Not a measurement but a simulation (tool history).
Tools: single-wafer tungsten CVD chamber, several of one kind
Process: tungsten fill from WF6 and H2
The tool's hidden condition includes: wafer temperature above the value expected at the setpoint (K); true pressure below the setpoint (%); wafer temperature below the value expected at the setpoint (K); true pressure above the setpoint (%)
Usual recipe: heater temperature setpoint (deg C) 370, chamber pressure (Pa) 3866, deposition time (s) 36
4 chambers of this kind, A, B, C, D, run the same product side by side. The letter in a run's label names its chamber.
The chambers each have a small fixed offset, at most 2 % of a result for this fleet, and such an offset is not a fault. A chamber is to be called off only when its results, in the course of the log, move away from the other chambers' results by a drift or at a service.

run   hour  heater temperature setpoint (deg C)  chamber pressure (Pa)  deposition time (s)  hours since the last thermocouple change  hours since the last manometer calibration  read-back reference wafer on the same gauge, thickness_nm  mean film thickness on the monitor wafer (angstrom)
 1C    5.6                                  370                   3866                   36                                       603                                       495.1                                                     67.402                                               578.93
 2B   12.8                                  370                   3866                   36                                    1881.8                                       345.4                                                     67.351                                               569.62
 3A   17.7                                  370                   3866                   36                                     779.7                                        1668                                                     67.347                                               569.22
 4D   23.4                                  370                   3866                   36                                     980.4                                        66.3                                                     67.371                                                567.9
 5B   28.6                                  370                   3866                   36                                    1897.6                                       361.2                                                     67.334                                               570.74
 6C   37.7                                  379                   3866                   36                                     635.1                                       527.2                                                     67.324                                               700.73
 7D     42                                  379                   3866                   36                                       999                                        84.9                                                      67.33                                               683.46
 8A     48                                  379                   3866                   36                                       810                                      1698.3                                                     67.303                                               684.96
 9D   53.3                                  379                   3866                   36                                    1010.3                                        96.2                                                     67.309                                               684.19
10A   62.9                                  370                   3866                   36                                     824.9                                      1713.2                                                     67.265                                               567.12
11B   69.6                                  370                   3866                   36                                    1938.6                                       402.2                                                      67.25                                               569.11
12C     76                                  370                   3866                   36                                     673.4                                       565.5                                                     67.226                                               577.93
13C   83.5                                  370                   3866                   36                                     680.9                                         573                                                     67.212                                               578.14
14A   88.6                                  370                   3866                   36                                     850.6                                      1738.9                                                     67.205                                               568.01
15B   94.3                                  377                   3360                   36                                    1963.3                                       426.9                                                      67.18                                               616.86
16D  101.6                                  377                   3360                   36                                    1058.6                                       144.5                                                     67.158                                                612.9
     110.5  -- chamber B: thermocouple changed; heater temperature recalibrated
17C  110.5                                  377                   3360                   36                                     707.9                                         600                                                     67.147                                                626.1
18B  118.9                                  377                   3360                   36                                       8.4                                       451.5                                                     67.125                                               616.13
19D  127.1                                  370                   4426                   36                                    1084.1                                         170                                                      67.14                                               601.08
20A  132.3                                  370                   4426                   36                                     894.3                                      1782.6                                                     67.109                                               602.42
21A  139.7                                  370                   4426                   36                                     901.7                                        1790                                                     67.091                                               603.66
22D  148.4                                  370                   4426                   36                                    1105.4                                       191.3                                                     67.084                                               600.84
23B  154.7                                  370                   3866                   36                                      44.2                                       487.3                                                     67.059                                               569.85
24C  161.9                                  370                   3866                   36                                     759.3                                       651.4                                                     67.063                                               577.56
25C  166.5                                  370                   3866                   36                                     763.9                                         656                                                     67.027                                               577.29
26B    176                                  370                   3866                   36                                      65.5                                       508.6                                                     67.017                                               568.99

All 4 chambers run these settings next. Forecast each chamber's results:
27A  183.2                                  370                   3866                 30.7                                                                                                                                                                                                     ?
27B  183.2                                  370                   3866                 30.7                                                                                                                                                                                                     ?
27C  183.2                                  370                   3866                 30.7                                                                                                                                                                                                     ?
27D  183.2                                  370                   3866                 30.7                                                                                                                                                                                                     ?

run  mean film thickness on the monitor wafer (angstrom)
27A                                               483.34
27B                                               485.06
27C                                               492.05
27D                                               480.45
